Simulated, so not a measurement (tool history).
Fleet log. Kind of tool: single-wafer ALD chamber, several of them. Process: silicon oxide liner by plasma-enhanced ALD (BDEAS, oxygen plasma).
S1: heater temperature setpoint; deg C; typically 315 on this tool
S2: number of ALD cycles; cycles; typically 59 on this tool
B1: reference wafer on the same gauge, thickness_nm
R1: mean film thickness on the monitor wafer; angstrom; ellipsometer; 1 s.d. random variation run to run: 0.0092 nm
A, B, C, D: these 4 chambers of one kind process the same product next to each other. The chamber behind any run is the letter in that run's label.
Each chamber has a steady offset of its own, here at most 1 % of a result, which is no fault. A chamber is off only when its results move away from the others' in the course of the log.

run	day	S1	S2	B1	R1
1D	0.292	315	59	5.9513	53.250
# day 0.688: chamber A: thermocouple changed; heater temperature recalibrated
2A	0.733	315	59	5.9526	53.439
3B	1.112	315	59	5.9553	53.730
4C	1.512	315	59	5.9552	54.005
5D	1.896	315	59	5.9558	53.489
6C	2.229	315	59	5.9577	53.971
7A	2.608	315	59	5.9586	53.425
8B	2.846	315	59	5.9606	53.815
9A	3.296	315	59	5.9618	53.445
10B	3.738	315	59	5.9613	53.875
11C	3.988	315	59	5.9628	53.830
12D	4.304	315	59	5.9634	53.317
13B	4.554	315	59	5.9652	53.778
14D	4.900	315	59	5.9672	53.514
15A	5.367	315	59	5.9685	53.374
16C	5.729	300	59	5.9662	55.071
17C	6.083	300	59	5.9719	55.153
18A	6.408	300	59	5.9712	54.779
19D	6.867	300	59	5.9759	54.472
20B	7.338	315	59	5.9749	53.950
21C	7.729	315	59	5.9757	54.067
22B	8.142	315	59	5.9782	53.892
23D	8.579	315	59	5.9766	53.588
24A	8.967	315	51	5.9810	46.530
25C	9.275	315	51	5.9810	46.755
26B	9.683	315	51	5.9838	46.720
27D	9.933	315	51	5.9842	46.387
28A	10.196	315	59	5.9865	53.611
29D	10.633	322	59	5.9831	53.232
30C	10.925	322	59	5.9889	53.748
31A	11.371	322	59	5.9887	53.157
32B	11.717	322	59	5.9874	53.545
33D	12.067	315	59	5.9917	53.541

Next, all 4 chambers run the settings below, one line each with question marks for the results. What does each chamber give?
34A	12.404	315	59		?
34B	12.404	315	59		?
34C	12.404	315	59		?
34D	12.404	315	59		?

run	R1
34A	53.680
34B	54.193
34C	54.214
34D	53.630

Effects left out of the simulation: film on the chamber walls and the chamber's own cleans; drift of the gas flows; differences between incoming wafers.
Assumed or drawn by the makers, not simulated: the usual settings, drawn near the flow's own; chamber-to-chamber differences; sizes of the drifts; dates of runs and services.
